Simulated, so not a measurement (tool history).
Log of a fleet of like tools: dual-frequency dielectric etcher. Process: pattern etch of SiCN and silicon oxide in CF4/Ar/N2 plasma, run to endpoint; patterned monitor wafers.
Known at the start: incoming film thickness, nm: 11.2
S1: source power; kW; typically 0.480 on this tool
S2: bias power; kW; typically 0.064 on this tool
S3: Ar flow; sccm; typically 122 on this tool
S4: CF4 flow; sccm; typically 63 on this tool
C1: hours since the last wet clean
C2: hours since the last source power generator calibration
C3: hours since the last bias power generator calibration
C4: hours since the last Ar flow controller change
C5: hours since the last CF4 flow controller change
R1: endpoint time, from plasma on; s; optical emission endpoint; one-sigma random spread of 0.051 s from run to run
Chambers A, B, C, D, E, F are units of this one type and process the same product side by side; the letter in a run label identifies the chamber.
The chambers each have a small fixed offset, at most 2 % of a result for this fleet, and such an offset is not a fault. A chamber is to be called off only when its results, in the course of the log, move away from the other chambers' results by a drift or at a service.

run   hour     S1     S2   S3  S4     C1      C2      C3      C4      C5      R1
 1A    4.2  0.480  0.064  122  63   29.4  1978.6  2166.2   646.7   518.6  13.426
 2D   10.7  0.480  0.064  122  63  103.3  3956.3  4081.7   981.4   891.5  13.432
 3B   14.9  0.480  0.064  122  63  310.9  2024.1  1110.7  4764.1  1088.5  13.448
 4E   22.2  0.480  0.064  122  63  416.7  1260.3  3083.4  4253.9  2768.9  13.474
 5F   29.8  0.480  0.064  122  63  602.6  2673.9  2100.9   621.9  1173.9  13.465
 6C   36.8  0.480  0.064  122  63  260.2   630.5   506.3  2312.3  1130.6  13.697
 7E   46.0  0.480  0.064  122  63  440.5  1284.1  3107.2  4277.7  2792.7  13.549
 8F   51.5  0.480  0.064  122  63  624.3  2695.6  2122.6   643.6  1195.6  13.412
 9D   59.7  0.480  0.064  122  63  152.3  4005.3  4130.7  1030.4   940.5  13.280
10B   65.6  0.480  0.064  122  63  361.6  2074.8  1161.4  4814.8  1139.2  13.374
11C   70.1  0.480  0.064  122  63  293.5   663.8   539.6  2345.6  1163.9  13.721
12A   75.1  0.480  0.064  122  63  100.3  2049.5  2237.1   717.6   589.5  13.508
      80.1  -- chamber F: wet clean of the chamber
13B   81.1  0.480  0.069  122  63  377.1  2090.3  1176.9  4830.3  1154.7  13.074
14E   90.1  0.480  0.069  122  63  484.6  1328.2  3151.3  4321.8  2836.8  13.125
15D   95.0  0.480  0.069  122  63  187.6  4040.6  4166.0  1065.7   975.8  13.102
16F  103.2  0.480  0.069  122  63   23.1  2747.3  2174.3   695.3  1247.3  12.987
17A  111.9  0.480  0.069  122  63  137.1  2086.3  2273.9   754.4   626.3  13.138
18C  119.7  0.480  0.069  122  63  343.1   713.4   589.2  2395.2  1213.5  13.365
19F  128.0  0.480  0.064  122  63   47.9  2772.1  2199.1   720.1  1272.1  13.388
20C  136.2  0.480  0.064  122  63  359.6   729.9   605.7  2411.7  1230.0  13.697
21B  142.1  0.480  0.064  122  63  438.1  2151.3  1237.9  4891.3  1215.7  13.344
22A  147.8  0.480  0.064  122  63  173.0  2122.2  2309.8   790.3   662.2  13.458
     148.8  -- chamber A: source power generator calibrated
     153.0  -- chamber B: wet clean of the chamber
23D  154.2  0.480  0.064  122  63  246.8  4099.8  4225.2  1124.9  1035.0  13.391
24E  158.6  0.480  0.064  122  63  553.1  1396.7  3219.8  4390.3  2905.3  13.542
25A  163.6  0.480  0.064  122  63  188.8    14.9  2325.6   806.1   678.0  13.901
26D  170.0  0.480  0.064  122  63  262.6  4115.6  4241.0  1140.7  1050.8  13.408
27F  175.2  0.480  0.074  136  63   95.1  2819.3  2246.3   767.3  1319.3  12.963
28E  181.1  0.480  0.074  136  63  575.6  1419.2  3242.3  4412.8  2927.8  13.050
29B  190.3  0.480  0.074  136  63   37.4  2199.5  1286.1  4939.5  1263.9  12.924
30C  199.3  0.480  0.074  136  63  422.7   793.0   668.8  2474.8  1293.1  13.212
31D  204.5  0.480  0.074  136  63  297.1  4150.1  4275.5  1175.2  1085.3  12.902
32C  209.5  0.480  0.074  136  63  432.9   803.2   679.0  2485.0  1303.3  13.193
33B  215.9  0.480  0.064  122  63   63.0  2225.1  1311.7  4965.1  1289.5  13.384
     220.3  -- chamber E: wet clean of the chamber
34E  224.8  0.600  0.064  122  63    4.5  1462.9  3286.0  4456.5  2971.5  11.051
35F  230.4  0.600  0.064  122  63  150.3  2874.5  2301.5   822.5  1374.5  11.062
36A  237.3  0.600  0.064  122  63  262.5    88.6  2399.3   879.8   751.7  11.468
37F  245.9  0.600  0.064  122  63  165.8  2890.0  2317.0   838.0  1390.0  11.093

One chamber off, gauge drift, or nothing amiss beyond the chambers' own small offsets? If it is a chamber, which one, and what is the likeliest cause?

Chamber A has stood off from the others ever since a service on it.
Most likely cause: source power that arrives under what is set, % = 3.83.

Chamber A could run next with any of the 4 candidate recipes listed below; each alters the usual settings, and their results appear as question marks. Which one brings its results back in line with what the other chambers deliver on the usual settings?
In-line tolerance around the mean of the other chambers on the usual settings: R1 0.180 s
38A-1  252.6  0.500  0.064  121  63                       ?
38A-2  252.6  0.480  0.064  122  60                       ?
38A-3  252.6  0.460  0.064  122  63                       ?
38A-4  252.6  0.480  0.064  119  65                       ?

The other chambers' mean on the usual settings: R1 13.467 s
  run      R1
38A-1  13.400
38A-2  14.029
38A-3  14.450
38A-4  13.785
38A-1 brings the chamber back in line.

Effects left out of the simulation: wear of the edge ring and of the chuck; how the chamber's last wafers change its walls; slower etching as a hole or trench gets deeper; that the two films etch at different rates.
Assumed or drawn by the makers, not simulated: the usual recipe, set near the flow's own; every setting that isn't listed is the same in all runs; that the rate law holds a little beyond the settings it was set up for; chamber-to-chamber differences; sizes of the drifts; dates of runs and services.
